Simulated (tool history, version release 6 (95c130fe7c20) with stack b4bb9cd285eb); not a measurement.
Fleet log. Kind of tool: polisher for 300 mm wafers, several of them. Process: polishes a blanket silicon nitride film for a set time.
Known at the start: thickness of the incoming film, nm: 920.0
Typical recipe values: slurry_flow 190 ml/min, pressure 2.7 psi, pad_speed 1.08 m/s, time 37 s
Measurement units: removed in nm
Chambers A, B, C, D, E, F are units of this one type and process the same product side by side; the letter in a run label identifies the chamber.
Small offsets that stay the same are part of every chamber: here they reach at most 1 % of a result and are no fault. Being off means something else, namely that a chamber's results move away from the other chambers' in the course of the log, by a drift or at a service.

| run | hour | slurry_flow | pressure | pad_speed | time | wafers polished on this pad | hours since the slurry nozzle was cleaned | hours since the head pressure was calibrated | removed |
|---|---|---|---|---|---|---|---|---|---|
|  | 0.5 | chamber A: slurry nozzle cleaned |
| 1A | 6.2 | 190 | 2.7 | 1.08 | 37 | 833 | 5.8 | 158.5 | 46.69 |
|  | 11.7 | chamber B: head pressure recalibrated |
| 2B | 14.6 | 190 | 2.7 | 1.08 | 37 | 1026 | 35.2 | 2.9 | 45.699 |
| 3F | 25.9 | 190 | 2.7 | 1.08 | 37 | 655 | 123 | 560.8 | 45.467 |
| 4D | 32.1 | 190 | 2.7 | 1.08 | 37 | 552 | 325.5 | 842.6 | 46.636 |
| 5C | 45.3 | 190 | 2.7 | 1.08 | 37 | 755 | 194.3 | 122.2 | 45.383 |
|  | 49.6 | chamber F: worn pad replaced by a new one |
|  | 51.7 | chamber C: worn pad replaced by a new one |
| 6E | 58.3 | 190 | 2.7 | 1.08 | 37 | 1029 | 354.3 | 65.6 | 45.815 |
|  | 64.2 | chamber B: worn pad replaced by a new one |
| 7C | 65.9 | 190 | 2.7 | 1.08 | 37 | 156 | 214.9 | 142.8 | 45.77 |
| 8D | 74.1 | 190 | 2.7 | 1.08 | 37 | 1014 | 367.5 | 884.6 | 46.256 |
| 9B | 81.8 | 190 | 2.7 | 1.08 | 37 | 194 | 102.4 | 70.1 | 44.749 |
|  | 82.7 | chamber D: worn pad replaced by a new one |
|  | 83.7 | chamber A: worn pad replaced by a new one |
|  | 87 | chamber E: worn pad replaced by a new one |
| 10E | 91.5 | 190 | 2.7 | 1.08 | 37 | 50 | 387.5 | 98.8 | 46.352 |
|  | 94.3 | chamber E: slurry nozzle cleaned |
| 11F | 100.7 | 190 | 2.7 | 1.08 | 37 | 563 | 197.8 | 635.6 | 46.167 |
| 12A | 107.1 | 190 | 2.7 | 1.08 | 37 | 258 | 106.7 | 259.4 | 46.326 |
| 13B | 117.8 | 190 | 2.7 | 1.08 | 37 | 590 | 138.4 | 106.1 | 45.809 |
|  | 118.1 | chamber F: worn pad replaced by a new one |
|  | 118.5 | chamber C: worn pad replaced by a new one |
| 14A | 130.8 | 190 | 2.7 | 1.08 | 37 | 519 | 130.4 | 283.1 | 47.186 |
| 15D | 141.9 | 190 | 2.7 | 1.08 | 37 | 652 | 435.3 | 952.4 | 46.606 |
| 16F | 155.5 | 190 | 2.7 | 1.08 | 37 | 412 | 252.6 | 690.4 | 44.92 |
| 17C | 165 | 190 | 2.7 | 1.08 | 37 | 512 | 314 | 241.9 | 44.802 |
| 18E | 171.9 | 190 | 2.7 | 1.08 | 37 | 935 | 77.7 | 179.2 | 45.618 |
|  | 180.9 | chamber A: head pressure recalibrated |
|  | 181.2 | chamber B: worn pad replaced by a new one |
| 19F | 181.7 | 190 | 2.7 | 1.08 | 37 | 701 | 278.8 | 716.6 | 46.428 |
|  | 187.4 | chamber C: worn pad replaced by a new one |
|  | 188.1 | chamber D: worn pad replaced by a new one |
| 20A | 193.7 | 190 | 2.7 | 1.08 | 37 | 1211 | 193.3 | 12.8 | 46.348 |
|  | 198.7 | chamber F: worn pad replaced by a new one |
| 21C | 200 | 190 | 2.7 | 1.08 | 37 | 139 | 349 | 276.9 | 42.65 |
| 22E | 213.2 | 190 | 2.7 | 1.08 | 37 | 1390 | 119 | 220.5 | 46.197 |
|  | 218.4 | chamber E: worn pad replaced by a new one |
|  | 219.2 | chamber A: worn pad replaced by a new one |
| 23D | 225.1 | 190 | 2.7 | 1.08 | 37 | 407 | 518.5 | 1035.6 | 46.354 |
|  | 227.7 | chamber B: slurry nozzle cleaned |
| 24B | 238.3 | 155 | 2.7 | 1.08 | 37 | 629 | 10.6 | 226.6 | 45.126 |
| 25C | 248.9 | 155 | 2.7 | 1.08 | 37 | 678 | 397.9 | 325.8 | 41.119 |
| 26B | 262.3 | 155 | 2.7 | 1.08 | 37 | 893 | 34.6 | 250.6 | 44.026 |
| 27F | 275.7 | 155 | 2.7 | 1.08 | 37 | 848 | 372.8 | 810.6 | 45.107 |
|  | 277 | chamber C: worn pad replaced by a new one |
|  | 277.3 | chamber F: worn pad replaced by a new one |
|  | 287.4 | chamber D: worn pad replaced by a new one |
| 28D | 288.7 | 155 | 2.7 | 1.08 | 37 | 14 | 582.1 | 1099.2 | 44.438 |
| 29E | 299 | 155 | 2.7 | 1.08 | 37 | 887 | 204.8 | 306.3 | 45.486 |
|  | 303.1 | chamber B: worn pad replaced by a new one |
| 30A | 308 | 190 | 2.7 | 1.08 | 37 | 978 | 307.6 | 127.1 | 46.189 |
| 31F | 318.8 | 190 | 2.7 | 1.08 | 37 | 457 | 415.9 | 853.7 | 45.112 |
| 32E | 326.7 | 190 | 2.7 | 1.08 | 37 | 1192 | 232.5 | 334 | 46.132 |
|  | 333 | chamber D: slurry nozzle cleaned |
| 33B | 340.3 | 190 | 2.7 | 1.08 | 37 | 410 | 112.6 | 328.6 | 45.591 |
|  | 348.9 | chamber C: slurry nozzle cleaned |
|  | 351.1 | chamber C: worn pad replaced by a new one |
| 34A | 351.5 | 190 | 2.7 | 0.74 | 37 | 1457 | 351.1 | 170.6 | 33.81 |
|  | 352.3 | chamber F: worn pad replaced by a new one |
| 35D | 365.1 | 190 | 2.7 | 0.74 | 37 | 855 | 32.2 | 1175.6 | 33.492 |
| 36C | 371.3 | 190 | 2.7 | 0.74 | 37 | 223 | 22.5 | 448.2 | 30.862 |
| 37B | 377.7 | 190 | 2.7 | 0.74 | 37 | 821 | 150 | 366 | 34.066 |
| 38F | 384.4 | 190 | 2.7 | 0.74 | 37 | 354 | 481.5 | 919.3 | 34.346 |
| 39D | 392.1 | 190 | 2.7 | 0.74 | 37 | 1153 | 59.2 | 1202.6 | 33.308 |

Next, every chamber runs the same settings. What will each give?
| 40A | 401.9 | 135 | 2.7 | 1.08 | 37 |  |  |  | ? |
| 40B | 401.9 | 135 | 2.7 | 1.08 | 37 |  |  |  | ? |
| 40C | 401.9 | 135 | 2.7 | 1.08 | 37 |  |  |  | ? |
| 40D | 401.9 | 135 | 2.7 | 1.08 | 37 |  |  |  | ? |
| 40E | 401.9 | 135 | 2.7 | 1.08 | 37 |  |  |  | ? |
| 40F | 401.9 | 135 | 2.7 | 1.08 | 37 |  |  |  | ? |

| run | removed |
|---|---|
| 40A | 42.625 |
| 40B | 42.955 |
| 40C | 38.848 |
| 40D | 43.066 |
| 40E | 43.168 |
| 40F | 43.086 |
